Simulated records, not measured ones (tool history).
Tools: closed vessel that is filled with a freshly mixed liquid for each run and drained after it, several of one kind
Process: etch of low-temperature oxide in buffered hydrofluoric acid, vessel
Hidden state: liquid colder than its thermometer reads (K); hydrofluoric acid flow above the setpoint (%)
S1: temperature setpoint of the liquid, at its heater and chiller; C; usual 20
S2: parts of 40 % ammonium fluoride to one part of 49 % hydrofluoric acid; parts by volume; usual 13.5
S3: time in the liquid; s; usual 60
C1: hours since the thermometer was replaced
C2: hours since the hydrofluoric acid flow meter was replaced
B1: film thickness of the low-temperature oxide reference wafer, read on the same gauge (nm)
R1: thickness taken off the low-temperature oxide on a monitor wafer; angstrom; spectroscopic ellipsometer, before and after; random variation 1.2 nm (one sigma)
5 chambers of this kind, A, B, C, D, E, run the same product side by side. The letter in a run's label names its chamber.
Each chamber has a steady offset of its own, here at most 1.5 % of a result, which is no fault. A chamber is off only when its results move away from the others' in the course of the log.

run	day	S1	S2	S3	C1	C2	B1	R1
1D	0.233	20	13.5	60	603.8	1181.2	139.98	1485.8
2E	0.517	20	13.5	60	1220.5	882.5	139.99	1501.1
3B	0.871	20	13.5	60	186.7	135.2	140	1472
4A	1.183	20	13.5	60	1727.3	339.2	139.99	1503.1
5C	1.412	20	13.5	60	2129.4	360.2	139.96	1487.5
6E	1.708	20	13.5	60	1249.1	911.1	139.98	1524.5
7D	1.975	20	13.5	60	645.6	1223	140.01	1487.8
# day 2.362: chamber A: thermometer replaced
8C	2.408	20	13.5	60	2153.3	384.1	139.97	1515.5
9A	2.875	20	13.5	60	12.3	379.8	139.98	1505.2
10B	3.346	20	13.5	60	246.1	194.6	139.97	1479.3
11A	3.725	20	13.5	60	32.7	400.2	139.99	1481.2
12B	3.971	20	13.5	60	261.1	209.6	139.97	1469.2
13E	4.317	20	13.5	60	1311.7	973.7	139.95	1486.6
# day 4.683: chamber A: hydrofluoric acid flow meter replaced
14C	4.729	20	13.5	60	2209	439.8	139.97	1508.5
15D	5.038	17	18.5	60	719.1	1296.5	140.03	926.52
16A	5.296	17	18.5	60	70.4	14.7	139.95	931.37
17D	5.675	17	18.5	60	734.4	1311.8	140.04	903.39
18C	6.054	17	18.5	60	2240.8	471.6	140.04	941.29
19E	6.475	17	18.5	60	1363.5	1025.5	139.99	924.9
20B	6.742	20	13.5	60	327.6	276.1	140.03	1438.4
21A	7.212	20	13.5	60	116.4	60.7	139.97	1486.5
22B	7.542	20	13.5	60	346.8	295.3	139.98	1419.3
23E	7.921	20	13.5	60	1398.2	1060.2	139.99	1512.7
24C	8.238	20	13.5	60	2293.2	524	140.04	1502.5
# day 8.558: chamber C: thermometer replaced
25D	8.658	20	13.5	60	806	1383.4	139.97	1478.8
# day 8.946: chamber D: thermometer replaced
26A	9.029	20	13.5	60	160	104.3	139.99	1482.7
27E	9.433	17	13.5	80	1434.5	1096.5	140	1655.8
28C	9.662	17	13.5	80	26.6	558.2	140	1673.3
29B	10.042	17	13.5	80	406.8	355.3	139.94	1538.8
30D	10.525	17	13.5	80	38	1428.2	139.99	1680.3

What goes on in this fleet: one chamber off, a drifting gauge, or nothing beyond the chambers' own small offsets? Name the chamber and the cause, if any.

Chamber B drifts away from the others.
Cause: liquid colder than its thermometer reads (K) = 1.7.
The log may not tell that from: hydrofluoric acid flow below the setpoint (%).

Here are 4 candidates for chamber B's next run, each the usual settings with a change, their results left as question marks. Which one brings its results back in line with what the others give on the usual settings?
In line means no further than this from the other chambers' mean on the usual settings: R1 44 angstrom
31B-1	10.896	20	13	65				?
31B-2	10.896	21	13.5	60				?
31B-3	10.896	19.5	13.5	55				?
31B-4	10.896	19	13.5	60				?

The other chambers' mean on the usual settings: R1 1496.1 angstrom
run	R1
31B-1	1506.4
31B-2	1418.5
31B-3	1194.5
31B-4	1266.5
31B-1 brings the chamber back in line.
